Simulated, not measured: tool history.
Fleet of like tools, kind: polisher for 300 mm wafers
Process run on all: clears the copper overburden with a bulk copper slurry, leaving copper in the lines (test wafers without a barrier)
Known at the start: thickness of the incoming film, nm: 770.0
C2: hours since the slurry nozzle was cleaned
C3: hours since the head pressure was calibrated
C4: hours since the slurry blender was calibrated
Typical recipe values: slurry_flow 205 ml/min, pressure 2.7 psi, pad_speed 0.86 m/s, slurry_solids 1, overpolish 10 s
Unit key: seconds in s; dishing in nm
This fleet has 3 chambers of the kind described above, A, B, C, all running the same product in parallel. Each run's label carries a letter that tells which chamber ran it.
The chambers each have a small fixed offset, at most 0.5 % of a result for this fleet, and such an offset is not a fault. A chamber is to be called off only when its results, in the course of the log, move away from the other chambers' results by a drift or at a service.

-- hour=4.2 chamber B: slurry nozzle cleaned
run 1B hour=10.4 | slurry_flow=205 pressure=2.7 pad_speed=0.86 slurry_solids=1 overpolish=10 | wafers_polished_on_this_pad=563 C2=6.2 C3=414.4 C4=51.5 | seconds=89.098 dishing=48.507
-- hour=12.3 chamber C: worn pad replaced by a new one
run 2A hour=18.1 | slurry_flow=205 pressure=2.7 pad_speed=0.86 slurry_solids=1 overpolish=10 | wafers_polished_on_this_pad=622 C2=618.4 C3=149.3 C4=187.7 | seconds=87.765 dishing=47.992
-- hour=22.5 chamber B: worn pad replaced by a new one
run 3C hour=24 | slurry_flow=205 pressure=2.7 pad_speed=0.86 slurry_solids=1 overpolish=10 | wafers_polished_on_this_pad=104 C2=119.7 C3=1060.3 C4=63.6 | seconds=86.91 dishing=48.3
-- hour=30 chamber C: head pressure recalibrated
run 4B hour=34.8 | slurry_flow=205 pressure=2.7 pad_speed=0.86 slurry_solids=1 overpolish=10 | wafers_polished_on_this_pad=109 C2=30.6 C3=438.8 C4=75.9 | seconds=86.076 dishing=48.175
run 5A hour=40.5 | slurry_flow=205 pressure=2 pad_speed=0.86 slurry_solids=0.8 overpolish=10 | wafers_polished_on_this_pad=820 C2=640.8 C3=171.7 C4=210.1 | seconds=125 dishing=37.046
-- hour=42.2 chamber A: slurry nozzle cleaned
run 6C hour=49.8 | slurry_flow=205 pressure=2 pad_speed=0.86 slurry_solids=0.8 overpolish=10 | wafers_polished_on_this_pad=333 C2=145.5 C3=19.9 C4=89.4 | seconds=122.35 dishing=37.076
run 7B hour=59.3 | slurry_flow=205 pressure=2 pad_speed=0.86 slurry_solids=0.8 overpolish=10 | wafers_polished_on_this_pad=326 C2=55.1 C3=463.3 C4=100.4 | seconds=122.46 dishing=37.231
-- hour=63 chamber A: worn pad replaced by a new one
run 8A hour=71.4 | slurry_flow=205 pressure=2.7 pad_speed=0.86 slurry_solids=1 overpolish=10 | wafers_polished_on_this_pad=74 C2=29.2 C3=202.6 C4=241 | seconds=87.192 dishing=48.002
run 9C hour=81 | slurry_flow=205 pressure=2.7 pad_speed=0.86 slurry_solids=1 overpolish=10 | wafers_polished_on_this_pad=610 C2=176.7 C3=51.1 C4=120.6 | seconds=84.584 dishing=47.962
-- hour=86.7 chamber B: worn pad replaced by a new one
run 10C hour=93.9 | slurry_flow=205 pressure=2.7 pad_speed=0.86 slurry_solids=1 overpolish=10 | wafers_polished_on_this_pad=724 C2=189.6 C3=64 C4=133.5 | seconds=86.445 dishing=48.483
run 11A hour=100.5 | slurry_flow=205 pressure=2.7 pad_speed=0.86 slurry_solids=1 overpolish=10 | wafers_polished_on_this_pad=332 C2=58.3 C3=231.7 C4=270.1 | seconds=85.176 dishing=49.036
-- hour=107.4 chamber A: slurry blender recalibrated
run 12B hour=108.2 | slurry_flow=205 pressure=2.7 pad_speed=0.86 slurry_solids=1 overpolish=10 | wafers_polished_on_this_pad=191 C2=104 C3=512.2 C4=149.3 | seconds=84.545 dishing=47.238
run 13C hour=114.1 | slurry_flow=205 pressure=2.7 pad_speed=0.86 slurry_solids=1 overpolish=10 | wafers_polished_on_this_pad=904 C2=209.8 C3=84.2 C4=153.7 | seconds=86.874 dishing=46.975
-- hour=115.4 chamber B: head pressure recalibrated
run 14A hour=125.2 | slurry_flow=205 pressure=2.7 pad_speed=0.72 slurry_solids=1.15 overpolish=10 | wafers_polished_on_this_pad=552 C2=83 C3=256.4 C4=17.9 | seconds=99.574 dishing=44.408
run 15B hour=132 | slurry_flow=205 pressure=2.7 pad_speed=0.72 slurry_solids=1.15 overpolish=10 | wafers_polished_on_this_pad=402 C2=127.8 C3=16.6 C4=173.1 | seconds=112.01 dishing=41.545
run 16A hour=144.8 | slurry_flow=205 pressure=2.7 pad_speed=0.72 slurry_solids=1.15 overpolish=10 | wafers_polished_on_this_pad=726 C2=102.6 C3=276 C4=37.5 | seconds=99.388 dishing=43.503
run 17C hour=157 | slurry_flow=205 pressure=2.7 pad_speed=0.86 slurry_solids=1 overpolish=10 | wafers_polished_on_this_pad=1284 C2=252.7 C3=127.1 C4=196.6 | seconds=85.963 dishing=47.574
-- hour=159.4 chamber B: worn pad replaced by a new one
-- hour=163.2 chamber A: worn pad replaced by a new one
run 18B hour=167.8 | slurry_flow=205 pressure=2.7 pad_speed=0.86 slurry_solids=1 overpolish=10 | wafers_polished_on_this_pad=75 C2=163.6 C3=52.4 C4=208.9 | seconds=94.173 dishing=44.741
run 19B hour=177.9 | slurry_flow=205 pressure=2.7 pad_speed=0.86 slurry_solids=1 overpolish=10 | wafers_polished_on_this_pad=164 C2=173.7 C3=62.5 C4=219 | seconds=94.322 dishing=44.699
run 20A hour=184.1 | slurry_flow=205 pressure=2 pad_speed=0.86 slurry_solids=0.75 overpolish=10 | wafers_polished_on_this_pad=186 C2=141.9 C3=315.3 C4=76.8 | seconds=123.19 dishing=36.615
run 21C hour=190.8 | slurry_flow=205 pressure=2 pad_speed=0.86 slurry_solids=0.75 overpolish=10 | wafers_polished_on_this_pad=1584 C2=286.5 C3=160.9 C4=230.4 | seconds=125.79 dishing=36.683
-- hour=193.1 chamber C: worn pad replaced by a new one
run 22B hour=202.2 | slurry_flow=205 pressure=2 pad_speed=0.86 slurry_solids=0.75 overpolish=10 | wafers_polished_on_this_pad=380 C2=198 C3=86.8 C4=243.3 | seconds=135 dishing=34.607
run 23C hour=209.5 | slurry_flow=205 pressure=2.7 pad_speed=0.86 slurry_solids=1 overpolish=10 | wafers_polished_on_this_pad=146 C2=305.2 C3=179.6 C4=249.1 | seconds=87.031 dishing=49.482
-- hour=217.8 chamber B: worn pad replaced by a new one
run 24A hour=220.6 | slurry_flow=205 pressure=2.7 pad_speed=0.86 slurry_solids=1 overpolish=10 | wafers_polished_on_this_pad=510 C2=178.4 C3=351.8 C4=113.3 | seconds=84.875 dishing=48.138
run 25B hour=232.3 | slurry_flow=205 pressure=2.7 pad_speed=0.86 slurry_solids=1 overpolish=10 | wafers_polished_on_this_pad=129 C2=228.1 C3=116.9 C4=273.4 | seconds=93.983 dishing=45.185
run 26A hour=241.3 | slurry_flow=205 pressure=2.7 pad_speed=1.1 slurry_solids=1.2 overpolish=10 | wafers_polished_on_this_pad=693 C2=199.1 C3=372.5 C4=134 | seconds=65.641 dishing=56.551
run 27C hour=250.9 | slurry_flow=205 pressure=2.7 pad_speed=1.1 slurry_solids=1.2 overpolish=10 | wafers_polished_on_this_pad=513 C2=346.6 C3=221 C4=290.5 | seconds=66.077 dishing=56.157
-- hour=258.2 chamber C: slurry nozzle cleaned
run 28C hour=258.3 | slurry_flow=205 pressure=2.7 pad_speed=1.1 slurry_solids=1.2 overpolish=10 | wafers_polished_on_this_pad=579 C2=0.2 C3=228.4 C4=297.9 | seconds=63.764 dishing=56.761

Which is it: a chamber that has drifted or been left off by a service, a gauge drift common to all chambers, or only each chamber's usual small offset? If a chamber is off, name it and its likeliest cause.

Chamber B came out of a service off from its peers and stayed that way.
Likeliest cause: head's pressure below its setpoint, % = 8.16.

Here are 4 candidates for chamber B's next run, each the usual settings with a change, their results left as question marks. Which one brings its results back in line with what the others give on the usual settings?
To be in line, a result may differ from the other chambers' mean on the usual settings by at most: seconds 4.1 s; dishing 2.4 nm
run 29B-1 hour=267.7 | slurry_flow=205 pressure=2.9 pad_speed=0.94 slurry_solids=1 overpolish=10 | seconds=? dishing=?
run 29B-2 hour=267.7 | slurry_flow=205 pressure=2.6 pad_speed=0.82 slurry_solids=1 overpolish=10 | seconds=? dishing=?
run 29B-3 hour=267.7 | slurry_flow=205 pressure=2.5 pad_speed=0.78 slurry_solids=1 overpolish=10 | seconds=? dishing=?
run 29B-4 hour=267.7 | slurry_flow=205 pressure=2.8 pad_speed=0.9 slurry_solids=1 overpolish=10 | seconds=? dishing=?

Other chambers, usual settings, mean: seconds 86.642 s; dishing 48 nm
run=29B-1 seconds=80.791 dishing=50.525
run=29B-2 seconds=103.49 dishing=42.582
run=29B-3 seconds=113.23 dishing=39.879
run=29B-4 seconds=87.443 dishing=47.914
29B-4 puts the chamber back in line with the other chambers.
